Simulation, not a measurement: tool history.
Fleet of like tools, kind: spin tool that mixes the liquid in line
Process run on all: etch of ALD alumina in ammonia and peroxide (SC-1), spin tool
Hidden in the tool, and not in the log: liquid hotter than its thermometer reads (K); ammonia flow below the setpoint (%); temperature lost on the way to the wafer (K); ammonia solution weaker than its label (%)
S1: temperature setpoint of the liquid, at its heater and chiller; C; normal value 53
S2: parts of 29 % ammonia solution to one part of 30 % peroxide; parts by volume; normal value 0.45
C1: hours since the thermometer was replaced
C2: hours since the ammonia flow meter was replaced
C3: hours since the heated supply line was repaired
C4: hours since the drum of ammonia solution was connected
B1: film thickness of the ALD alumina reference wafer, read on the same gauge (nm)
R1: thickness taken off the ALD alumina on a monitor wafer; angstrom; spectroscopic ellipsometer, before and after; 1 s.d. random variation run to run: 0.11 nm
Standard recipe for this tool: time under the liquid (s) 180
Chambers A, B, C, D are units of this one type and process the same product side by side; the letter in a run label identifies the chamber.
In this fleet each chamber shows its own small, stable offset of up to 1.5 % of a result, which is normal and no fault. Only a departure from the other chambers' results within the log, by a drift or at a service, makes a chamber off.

At hour 10.6: chamber B: new drum of ammonia solution connected.
Run 1C, hour 11.1: usual settings; C1 494.1; C2 769.5; C3 3182; C4 384.3; B1 100. Result: R1 106.08 angstrom.
Run 2A, hour 20.4: usual settings; C1 1502.3; C2 724.2; C3 201.2; C4 595.5; B1 99.997. Result: R1 107.7 angstrom.
At hour 27.3: chamber A: new drum of ammonia solution connected.
Run 3B, hour 32: usual settings; C1 220.2; C2 1140.8; C3 1071.7; C4 21.5; B1 100. Result: R1 106.85 angstrom.
Run 4D, hour 38.8: usual settings; C1 362; C2 1927.9; C3 1422.9; C4 648.6; B1 100. Result: R1 106.92 angstrom.
At hour 44.9: chamber A: thermometer replaced.
Run 5B, hour 50.2: usual settings; C1 238.4; C2 1159; C3 1089.9; C4 39.7; B1 100. Result: R1 107.3 angstrom.
Run 6A, hour 63.1: usual settings; C1 18.3; C2 766.9; C3 243.9; C4 35.9; B1 99.994. Result: R1 109.09 angstrom.
Run 7D, hour 72.6: usual settings; C1 395.8; C2 1961.7; C3 1456.7; C4 682.4; B1 99.992. Result: R1 106.27 angstrom.
Run 8C, hour 84: usual settings; C1 567; C2 842.4; C3 3254.9; C4 457.2; B1 100. Result: R1 106.64 angstrom.
Run 9A, hour 97: usual settings; C1 52.2; C2 800.8; C3 277.8; C4 69.8; B1 100.02. Result: R1 109.14 angstrom.
Run 10B, hour 106.7: usual settings; C1 294.9; C2 1215.5; C3 1146.4; C4 96.2; B1 99.997. Result: R1 104.43 angstrom.
Run 11C, hour 116.7: usual settings; C1 599.7; C2 875.1; C3 3287.6; C4 489.9; B1 99.994. Result: R1 105.41 angstrom.
Run 12D, hour 124: usual settings; C1 447.2; C2 2013.1; C3 1508.1; C4 733.8; B1 100.03. Result: R1 108.7 angstrom.
Run 13A, hour 131.9: usual settings but S1 49.5 C, time under the liquid (s) 235; C1 87.1; C2 835.7; C3 312.7; C4 104.7; B1 100. Result: R1 117.56 angstrom.
Run 14C, hour 144.2: usual settings but S1 49.5 C, time under the liquid (s) 235; C1 627.2; C2 902.6; C3 3315.1; C4 517.4; B1 99.991. Result: R1 115.6 angstrom.
Run 15B, hour 155.2: usual settings but S1 49.5 C, time under the liquid (s) 235; C1 343.4; C2 1264; C3 1194.9; C4 144.7; B1 99.988. Result: R1 113.52 angstrom.
At hour 164.2: chamber B: ammonia flow meter replaced.
Run 16D, hour 168.7: usual settings but S1 49.5 C, time under the liquid (s) 235; C1 491.9; C2 2057.8; C3 1552.8; C4 778.5; B1 99.997. Result: R1 118.34 angstrom.
Run 17C, hour 181.4: usual settings; C1 664.4; C2 939.8; C3 3352.3; C4 554.6; B1 100.01. Result: R1 107.64 angstrom.
Run 18D, hour 190.6: usual settings; C1 513.8; C2 2079.7; C3 1574.7; C4 800.4; B1 100. Result: R1 109.07 angstrom.
Run 19A, hour 198: usual settings; C1 153.2; C2 901.8; C3 378.8; C4 170.8; B1 99.983. Result: R1 108.63 angstrom.
At hour 198.1: chamber D: new drum of ammonia solution connected.
Run 20B, hour 205.5: usual settings; C1 393.7; C2 41.3; C3 1245.2; C4 195; B1 99.996. Result: R1 105.89 angstrom.
Run 21C, hour 215.1: usual settings but S2 0.4 parts by volume, time under the liquid (s) 215; C1 698.1; C2 973.5; C3 3386; C4 588.3; B1 100.01. Result: R1 126.1 angstrom.
Run 22D, hour 224.9: usual settings but S2 0.4 parts by volume, time under the liquid (s) 215; C1 548.1; C2 2114; C3 1609; C4 26.8; B1 99.999. Result: R1 131.82 angstrom.
Run 23B, hour 232: usual settings but S2 0.4 parts by volume, time under the liquid (s) 215; C1 420.2; C2 67.8; C3 1271.7; C4 221.5; B1 100.01. Result: R1 123.85 angstrom.
Run 24A, hour 245.9: usual settings but S2 0.4 parts by volume, time under the liquid (s) 215; C1 201.1; C2 949.7; C3 426.7; C4 218.7; B1 99.992. Result: R1 125.95 angstrom.
At hour 247.7: chamber B: new drum of ammonia solution connected.
Run 25C, hour 255.4: usual settings; C1 738.4; C2 1013.8; C3 3426.3; C4 628.6; B1 100.01. Result: R1 107.47 angstrom.
Run 26B, hour 265.1: usual settings; C1 453.3; C2 100.9; C3 1304.8; C4 17.5; B1 100. Result: R1 108.51 angstrom.
At hour 270.4: chamber C: heated supply line repaired.
Run 27D, hour 276.5: usual settings; C1 599.7; C2 2165.6; C3 1660.6; C4 78.4; B1 99.985. Result: R1 113.48 angstrom.
Run 28A, hour 287.3: usual settings but S2 0.65 parts by volume, time under the liquid (s) 115; C1 242.5; C2 991.1; C3 468.1; C4 260.1; B1 100.01. Result: R1 70.911 angstrom.
Run 29C, hour 296.3: usual settings but S2 0.65 parts by volume, time under the liquid (s) 115; C1 779.3; C2 1054.7; C3 26; C4 669.5; B1 99.985. Result: R1 72.38 angstrom.
Run 30B, hour 306.5: usual settings but S2 0.65 parts by volume, time under the liquid (s) 115; C1 494.7; C2 142.3; C3 1346.2; C4 58.9; B1 99.993. Result: R1 70.822 angstrom.
Run 31D, hour 314.7: usual settings but S2 0.65 parts by volume, time under the liquid (s) 115; C1 637.9; C2 2203.8; C3 1698.8; C4 116.6; B1 99.985. Result: R1 75.678 angstrom.
Run 32A, hour 323.3: usual settings; C1 278.5; C2 1027.1; C3 504.1; C4 296.1; B1 99.997. Result: R1 107.76 angstrom.
Run 33B, hour 332.3: usual settings; C1 520.5; C2 168.1; C3 1372; C4 84.7; B1 99.997. Result: R1 106.17 angstrom.
Run 34A, hour 341.3: usual settings; C1 296.5; C2 1045.1; C3 522.1; C4 314.1; B1 100. Result: R1 107.5 angstrom.
Run 35D, hour 348.6: usual settings; C1 671.8; C2 2237.7; C3 1732.7; C4 150.5; B1 100.01. Result: R1 118.21 angstrom.
Run 36C, hour 357.5: usual settings; C1 840.5; C2 1115.9; C3 87.2; C4 730.7; B1 100.01. Result: R1 107.88 angstrom.
Run 37B, hour 367.8: usual settings; C1 556; C2 203.6; C3 1407.5; C4 120.2; B1 99.992. Result: R1 107.11 angstrom.
Run 38A, hour 379.9: usual settings; C1 335.1; C2 1083.7; C3 560.7; C4 352.7; B1 99.999. Result: R1 105.03 angstrom.
Run 39D, hour 388.8: usual settings but S1 48.5 C, S2 0.6 parts by volume; C1 712; C2 2277.9; C3 1772.9; C4 190.7; B1 99.995. Result: R1 95.637 angstrom.
Run 40C, hour 402.1: usual settings but S1 48.5 C, S2 0.6 parts by volume; C1 885.1; C2 1160.5; C3 131.8; C4 775.3; B1 100. Result: R1 87.675 angstrom.
Run 41C, hour 409: usual settings but S1 48.5 C, S2 0.6 parts by volume; C1 892; C2 1167.4; C3 138.7; C4 782.2; B1 99.992. Result: R1 86.449 angstrom.

All chambers now run identical settings, listed one chamber a line with results as question marks. What results will each chamber show?
Run 42A, hour 419.7: usual settings but S2 0.35 parts by volume. Result: R1 ?.
Run 42B, hour 419.7: usual settings but S2 0.35 parts by volume. Result: R1 ?.
Run 42C, hour 419.7: usual settings but S2 0.35 parts by volume. Result: R1 ?.
Run 42D, hour 419.7: usual settings but S2 0.35 parts by volume. Result: R1 ?.

run      R1
42A  103.36
42B  103.91
42C  106.66
42D  115.72
